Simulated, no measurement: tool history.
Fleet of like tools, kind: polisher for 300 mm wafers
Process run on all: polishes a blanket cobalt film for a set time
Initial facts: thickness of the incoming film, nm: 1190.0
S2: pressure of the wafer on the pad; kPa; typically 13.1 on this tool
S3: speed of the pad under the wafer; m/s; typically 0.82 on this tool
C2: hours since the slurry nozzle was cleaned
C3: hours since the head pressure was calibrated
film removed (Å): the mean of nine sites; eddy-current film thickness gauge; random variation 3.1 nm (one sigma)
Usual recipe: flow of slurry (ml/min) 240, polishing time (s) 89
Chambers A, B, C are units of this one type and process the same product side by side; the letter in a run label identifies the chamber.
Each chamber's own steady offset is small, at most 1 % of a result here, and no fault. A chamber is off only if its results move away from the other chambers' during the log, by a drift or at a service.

{"run": "1B", "hour": 2.9, "flow of slurry (ml/min)": 240, "S2": 13.1, "S3": 0.82, "polishing time (s)": 89, "wafers polished on this pad": 920, "C2": 66.8, "C3": 504.9, "film removed (Å)": 4099.5}
{"hour": 4.8, "done": "chamber B: worn pad replaced by a new one"}
{"run": "2C", "hour": 9.3, "flow of slurry (ml/min)": 240, "S2": 13.1, "S3": 0.82, "polishing time (s)": 89, "wafers polished on this pad": 405, "C2": 86.6, "C3": 500.7, "film removed (Å)": 4078.3}
{"hour": 9.7, "done": "chamber A: worn pad replaced by a new one"}
{"run": "3A", "hour": 13.4, "flow of slurry (ml/min)": 240, "S2": 13.1, "S3": 0.82, "polishing time (s)": 89, "wafers polished on this pad": 42, "C2": 516.2, "C3": 201.5, "film removed (Å)": 4045.9}
{"run": "4B", "hour": 16.6, "flow of slurry (ml/min)": 240, "S2": 13.1, "S3": 0.82, "polishing time (s)": 89, "wafers polished on this pad": 136, "C2": 80.5, "C3": 518.6, "film removed (Å)": 4095.5}
{"run": "5C", "hour": 21.4, "flow of slurry (ml/min)": 240, "S2": 13.1, "S3": 0.82, "polishing time (s)": 89, "wafers polished on this pad": 545, "C2": 98.7, "C3": 512.8, "film removed (Å)": 4019.9}
{"run": "6A", "hour": 25.8, "flow of slurry (ml/min)": 240, "S2": 13.1, "S3": 0.96, "polishing time (s)": 89, "wafers polished on this pad": 185, "C2": 528.6, "C3": 213.9, "film removed (Å)": 4741.9}
{"run": "7A", "hour": 32.2, "flow of slurry (ml/min)": 240, "S2": 13.1, "S3": 0.96, "polishing time (s)": 89, "wafers polished on this pad": 259, "C2": 535, "C3": 220.3, "film removed (Å)": 4797.3}
{"run": "8B", "hour": 37.2, "flow of slurry (ml/min)": 240, "S2": 13.1, "S3": 0.96, "polishing time (s)": 89, "wafers polished on this pad": 374, "C2": 101.1, "C3": 539.2, "film removed (Å)": 4759.9}
{"run": "9C", "hour": 42.6, "flow of slurry (ml/min)": 240, "S2": 13.1, "S3": 0.96, "polishing time (s)": 99, "wafers polished on this pad": 790, "C2": 119.9, "C3": 534, "film removed (Å)": 5311.2}
{"hour": 44.0, "done": "chamber C: head pressure recalibrated"}
{"run": "10A", "hour": 47.0, "flow of slurry (ml/min)": 240, "S2": 13.1, "S3": 0.96, "polishing time (s)": 99, "wafers polished on this pad": 430, "C2": 549.8, "C3": 235.1, "film removed (Å)": 5357.5}
{"run": "11B", "hour": 50.1, "flow of slurry (ml/min)": 240, "S2": 13.1, "S3": 0.96, "polishing time (s)": 99, "wafers polished on this pad": 523, "C2": 114, "C3": 552.1, "film removed (Å)": 5322.2}
{"run": "12C", "hour": 56.4, "flow of slurry (ml/min)": 240, "S2": 13.1, "S3": 0.82, "polishing time (s)": 89, "wafers polished on this pad": 949, "C2": 133.7, "C3": 12.4, "film removed (Å)": 4063.2}
{"run": "13B", "hour": 59.8, "flow of slurry (ml/min)": 240, "S2": 13.1, "S3": 0.82, "polishing time (s)": 89, "wafers polished on this pad": 635, "C2": 123.7, "C3": 561.8, "film removed (Å)": 4051.3}
{"run": "14C", "hour": 66.1, "flow of slurry (ml/min)": 240, "S2": 13.1, "S3": 0.82, "polishing time (s)": 89, "wafers polished on this pad": 1061, "C2": 143.4, "C3": 22.1, "film removed (Å)": 4033.1}
{"run": "15A", "hour": 72.5, "flow of slurry (ml/min)": 240, "S2": 13.1, "S3": 0.82, "polishing time (s)": 89, "wafers polished on this pad": 725, "C2": 575.3, "C3": 260.6, "film removed (Å)": 4031.4}
{"hour": 78.1, "done": "chamber A: slurry nozzle cleaned"}
{"run": "16A", "hour": 78.5, "flow of slurry (ml/min)": 240, "S2": 13.1, "S3": 0.82, "polishing time (s)": 89, "wafers polished on this pad": 794, "C2": 0.5, "C3": 266.6, "film removed (Å)": 4077.8}
{"run": "17B", "hour": 81.6, "flow of slurry (ml/min)": 240, "S2": 13.1, "S3": 0.82, "polishing time (s)": 89, "wafers polished on this pad": 887, "C2": 145.5, "C3": 583.6, "film removed (Å)": 4087.1}
{"hour": 84.0, "done": "chamber B: worn pad replaced by a new one"}
{"run": "18C", "hour": 85.5, "flow of slurry (ml/min)": 240, "S2": 13.1, "S3": 0.82, "polishing time (s)": 89, "wafers polished on this pad": 1285, "C2": 162.8, "C3": 41.5, "film removed (Å)": 4110.6}
{"hour": 85.6, "done": "chamber A: worn pad replaced by a new one"}
{"run": "19A", "hour": 91.1, "flow of slurry (ml/min)": 240, "S2": 13.1, "S3": 0.82, "polishing time (s)": 89, "wafers polished on this pad": 64, "C2": 13.1, "C3": 279.2, "film removed (Å)": 4039.1}
{"hour": 94.9, "done": "chamber C: worn pad replaced by a new one"}
{"run": "20B", "hour": 97.4, "flow of slurry (ml/min)": 240, "S2": 13.1, "S3": 0.82, "polishing time (s)": 89, "wafers polished on this pad": 155, "C2": 161.3, "C3": 599.4, "film removed (Å)": 4032.9}
{"run": "21C", "hour": 102.0, "flow of slurry (ml/min)": 240, "S2": 13.1, "S3": 0.82, "polishing time (s)": 89, "wafers polished on this pad": 82, "C2": 179.3, "C3": 58, "film removed (Å)": 4084.6}
{"run": "22B", "hour": 107.3, "flow of slurry (ml/min)": 240, "S2": 13.1, "S3": 1, "polishing time (s)": 89, "wafers polished on this pad": 269, "C2": 171.2, "C3": 609.3, "film removed (Å)": 4977}
{"run": "23A", "hour": 112.9, "flow of slurry (ml/min)": 240, "S2": 13.1, "S3": 1, "polishing time (s)": 89, "wafers polished on this pad": 316, "C2": 34.9, "C3": 301, "film removed (Å)": 4968.8}
{"run": "24C", "hour": 118.4, "flow of slurry (ml/min)": 240, "S2": 13.1, "S3": 1, "polishing time (s)": 89, "wafers polished on this pad": 271, "C2": 195.7, "C3": 74.4, "film removed (Å)": 4912.2}
{"run": "25C", "hour": 124.0, "flow of slurry (ml/min)": 240, "S2": 13.1, "S3": 0.82, "polishing time (s)": 89, "wafers polished on this pad": 336, "C2": 201.3, "C3": 80, "film removed (Å)": 4078.3}
{"run": "26A", "hour": 130.3, "flow of slurry (ml/min)": 240, "S2": 13.1, "S3": 0.82, "polishing time (s)": 89, "wafers polished on this pad": 516, "C2": 52.3, "C3": 318.4, "film removed (Å)": 4013.7}

Has any chamber moved away from the others, gradually or after a service, or does the common gauge drift, or do the chambers differ only by their own small steady offsets? State the chamber and the most likely cause if one applies.

All chambers stay in line apart from their small fixed offsets, and the gauge does not drift.
